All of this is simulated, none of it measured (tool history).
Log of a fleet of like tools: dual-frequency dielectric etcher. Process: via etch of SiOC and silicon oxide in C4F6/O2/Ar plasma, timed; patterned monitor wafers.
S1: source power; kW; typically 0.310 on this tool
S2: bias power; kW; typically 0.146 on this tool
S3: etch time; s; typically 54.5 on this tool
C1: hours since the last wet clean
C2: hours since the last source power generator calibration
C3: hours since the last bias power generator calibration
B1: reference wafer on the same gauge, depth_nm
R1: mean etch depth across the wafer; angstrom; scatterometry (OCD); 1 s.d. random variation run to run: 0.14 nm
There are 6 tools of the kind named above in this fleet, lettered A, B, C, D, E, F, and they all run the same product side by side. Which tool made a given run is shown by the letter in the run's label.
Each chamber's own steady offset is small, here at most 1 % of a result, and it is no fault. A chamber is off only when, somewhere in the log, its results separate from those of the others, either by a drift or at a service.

{"run": "1B", "hour": 8.3, "S1": 0.31, "S2": 0.146, "S3": 54.5, "C1": 91.4, "C2": 2474.7, "C3": 3644.5, "B1": 52.533, "R1": 518.85}
{"run": "2C", "hour": 14.8, "S1": 0.31, "S2": 0.146, "S3": 54.5, "C1": 22.3, "C2": 993.5, "C3": 572.8, "B1": 52.512, "R1": 521.25}
{"run": "3E", "hour": 19.6, "S1": 0.31, "S2": 0.146, "S3": 54.5, "C1": 246.6, "C2": 1559.5, "C3": 3756.2, "B1": 52.519, "R1": 520.32}
{"run": "4D", "hour": 24.1, "S1": 0.31, "S2": 0.146, "S3": 54.5, "C1": 300.4, "C2": 4567.5, "C3": 2183.5, "B1": 52.472, "R1": 519.18}
{"run": "5F", "hour": 31.7, "S1": 0.31, "S2": 0.146, "S3": 54.5, "C1": 335.8, "C2": 366.2, "C3": 1572.4, "B1": 52.51, "R1": 523.81}
{"run": "6A", "hour": 39.1, "S1": 0.31, "S2": 0.146, "S3": 54.5, "C1": 676.2, "C2": 641.4, "C3": 2390.4, "B1": 52.495, "R1": 521.62}
{"hour": 44.3, "done": "chamber A: wet clean of the chamber"}
{"run": "7A", "hour": 47.1, "S1": 0.31, "S2": 0.175, "S3": 54.5, "C1": 2.9, "C2": 649.4, "C3": 2398.4, "B1": 52.504, "R1": 556.46}
{"run": "8E", "hour": 52.3, "S1": 0.31, "S2": 0.175, "S3": 54.5, "C1": 279.3, "C2": 1592.2, "C3": 3788.9, "B1": 52.465, "R1": 550.96}
{"run": "9B", "hour": 59.8, "S1": 0.31, "S2": 0.175, "S3": 54.5, "C1": 142.9, "C2": 2526.2, "C3": 3696.0, "B1": 52.5, "R1": 552.12}
{"run": "10C", "hour": 64.2, "S1": 0.31, "S2": 0.175, "S3": 54.5, "C1": 71.7, "C2": 1042.9, "C3": 622.2, "B1": 52.466, "R1": 552.1}
{"run": "11F", "hour": 68.6, "S1": 0.31, "S2": 0.175, "S3": 54.5, "C1": 372.7, "C2": 403.1, "C3": 1609.3, "B1": 52.478, "R1": 554.13}
{"run": "12D", "hour": 73.5, "S1": 0.31, "S2": 0.175, "S3": 54.5, "C1": 349.8, "C2": 4616.9, "C3": 2232.9, "B1": 52.51, "R1": 551.22}
{"run": "13A", "hour": 81.8, "S1": 0.38, "S2": 0.116, "S3": 54.5, "C1": 37.6, "C2": 684.1, "C3": 2433.1, "B1": 52.475, "R1": 528.94}
{"run": "14E", "hour": 88.9, "S1": 0.38, "S2": 0.116, "S3": 54.5, "C1": 315.9, "C2": 1628.8, "C3": 3825.5, "B1": 52.491, "R1": 523.66}
{"run": "15F", "hour": 93.5, "S1": 0.38, "S2": 0.116, "S3": 54.5, "C1": 397.6, "C2": 428.0, "C3": 1634.2, "B1": 52.53, "R1": 525.14}
{"run": "16C", "hour": 98.8, "S1": 0.38, "S2": 0.116, "S3": 54.5, "C1": 106.3, "C2": 1077.5, "C3": 656.8, "B1": 52.496, "R1": 530.89}
{"run": "17D", "hour": 106.9, "S1": 0.38, "S2": 0.116, "S3": 54.5, "C1": 383.2, "C2": 4650.3, "C3": 2266.3, "B1": 52.475, "R1": 526.57}
{"hour": 109.9, "done": "chamber D: wet clean of the chamber"}
{"run": "18B", "hour": 111.5, "S1": 0.38, "S2": 0.116, "S3": 54.5, "C1": 194.6, "C2": 2577.9, "C3": 3747.7, "B1": 52.516, "R1": 531.28}
{"run": "19B", "hour": 116.0, "S1": 0.31, "S2": 0.146, "S3": 54.5, "C1": 199.1, "C2": 2582.4, "C3": 3752.2, "B1": 52.52, "R1": 522.4}
{"run": "20F", "hour": 122.3, "S1": 0.25, "S2": 0.146, "S3": 54.5, "C1": 426.4, "C2": 456.8, "C3": 1663.0, "B1": 52.509, "R1": 482.4}
{"run": "21C", "hour": 130.4, "S1": 0.25, "S2": 0.146, "S3": 54.5, "C1": 137.9, "C2": 1109.1, "C3": 688.4, "B1": 52.511, "R1": 480.94}
{"hour": 137.9, "done": "chamber F: wet clean of the chamber"}
{"run": "22E", "hour": 138.2, "S1": 0.25, "S2": 0.146, "S3": 54.5, "C1": 365.2, "C2": 1678.1, "C3": 3874.8, "B1": 52.48, "R1": 477.73}
{"run": "23A", "hour": 145.3, "S1": 0.25, "S2": 0.146, "S3": 54.5, "C1": 101.1, "C2": 747.6, "C3": 2496.6, "B1": 52.48, "R1": 478.17}
{"run": "24D", "hour": 150.4, "S1": 0.25, "S2": 0.146, "S3": 54.5, "C1": 40.5, "C2": 4693.8, "C3": 2309.8, "B1": 52.518, "R1": 479.77}
{"run": "25C", "hour": 154.5, "S1": 0.25, "S2": 0.146, "S3": 54.5, "C1": 162.0, "C2": 1133.2, "C3": 712.5, "B1": 52.516, "R1": 479.41}
{"run": "26F", "hour": 160.9, "S1": 0.31, "S2": 0.146, "S3": 54.5, "C1": 23.1, "C2": 495.4, "C3": 1701.6, "B1": 52.499, "R1": 524.3}
{"run": "27E", "hour": 165.8, "S1": 0.31, "S2": 0.146, "S3": 54.5, "C1": 392.8, "C2": 1705.7, "C3": 3902.4, "B1": 52.523, "R1": 517.36}
{"run": "28D", "hour": 172.4, "S1": 0.31, "S2": 0.146, "S3": 54.5, "C1": 62.5, "C2": 4715.8, "C3": 2331.8, "B1": 52.506, "R1": 520.41}
{"run": "29B", "hour": 177.3, "S1": 0.31, "S2": 0.146, "S3": 54.5, "C1": 260.4, "C2": 2643.7, "C3": 3813.5, "B1": 52.521, "R1": 527.23}
{"hour": 182.1, "done": "chamber E: wet clean of the chamber"}
{"run": "30A", "hour": 185.3, "S1": 0.31, "S2": 0.146, "S3": 54.5, "C1": 141.1, "C2": 787.6, "C3": 2536.6, "B1": 52.528, "R1": 524.43}
{"run": "31A", "hour": 192.4, "S1": 0.31, "S2": 0.146, "S3": 54.5, "C1": 148.2, "C2": 794.7, "C3": 2543.7, "B1": 52.523, "R1": 525.78}
{"run": "32C", "hour": 200.7, "S1": 0.31, "S2": 0.146, "S3": 54.5, "C1": 208.2, "C2": 1179.4, "C3": 758.7, "B1": 52.515, "R1": 523.05}
{"run": "33D", "hour": 207.8, "S1": 0.31, "S2": 0.146, "S3": 54.5, "C1": 97.9, "C2": 4751.2, "C3": 2367.2, "B1": 52.496, "R1": 521.0}
{"hour": 212.0, "done": "chamber F: bias power generator calibrated"}
{"run": "34F", "hour": 214.7, "S1": 0.31, "S2": 0.146, "S3": 54.5, "C1": 76.9, "C2": 549.2, "C3": 2.8, "B1": 52.494, "R1": 523.08}
{"run": "35B", "hour": 222.8, "S1": 0.31, "S2": 0.146, "S3": 54.5, "C1": 305.9, "C2": 2689.2, "C3": 3859.0, "B1": 52.474, "R1": 532.08}
{"run": "36E", "hour": 230.8, "S1": 0.31, "S2": 0.146, "S3": 54.5, "C1": 48.8, "C2": 1770.7, "C3": 3967.4, "B1": 52.515, "R1": 520.78}
{"run": "37C", "hour": 237.2, "S1": 0.27, "S2": 0.146, "S3": 54.5, "C1": 244.7, "C2": 1215.9, "C3": 795.2, "B1": 52.509, "R1": 494.08}
{"run": "38B", "hour": 242.2, "S1": 0.27, "S2": 0.146, "S3": 54.5, "C1": 325.3, "C2": 2708.6, "C3": 3878.4, "B1": 52.454, "R1": 502.28}
{"run": "39D", "hour": 247.0, "S1": 0.27, "S2": 0.146, "S3": 54.5, "C1": 137.1, "C2": 4790.4, "C3": 2406.4, "B1": 52.522, "R1": 493.17}
{"run": "40E", "hour": 255.2, "S1": 0.27, "S2": 0.146, "S3": 54.5, "C1": 73.2, "C2": 1795.1, "C3": 3991.8, "B1": 52.507, "R1": 493.59}
{"run": "41F", "hour": 263.0, "S1": 0.27, "S2": 0.146, "S3": 54.5, "C1": 125.2, "C2": 597.5, "C3": 51.1, "B1": 52.504, "R1": 494.41}

Next, all 6 chambers run the settings below, one line each with question marks for the results. What does each chamber give?
{"run": "42A", "hour": 269.4, "S1": 0.24, "S2": 0.146, "S3": 54.5, "R1": "?"}
{"run": "42B", "hour": 269.4, "S1": 0.24, "S2": 0.146, "S3": 54.5, "R1": "?"}
{"run": "42C", "hour": 269.4, "S1": 0.24, "S2": 0.146, "S3": 54.5, "R1": "?"}
{"run": "42D", "hour": 269.4, "S1": 0.24, "S2": 0.146, "S3": 54.5, "R1": "?"}
{"run": "42E", "hour": 269.4, "S1": 0.24, "S2": 0.146, "S3": 54.5, "R1": "?"}
{"run": "42F", "hour": 269.4, "S1": 0.24, "S2": 0.146, "S3": 54.5, "R1": "?"}

run=42A R1=473.65
run=42B R1=478.46
run=42C R1=474.19
run=42D R1=471.60
run=42E R1=472.89
run=42F R1=471.36

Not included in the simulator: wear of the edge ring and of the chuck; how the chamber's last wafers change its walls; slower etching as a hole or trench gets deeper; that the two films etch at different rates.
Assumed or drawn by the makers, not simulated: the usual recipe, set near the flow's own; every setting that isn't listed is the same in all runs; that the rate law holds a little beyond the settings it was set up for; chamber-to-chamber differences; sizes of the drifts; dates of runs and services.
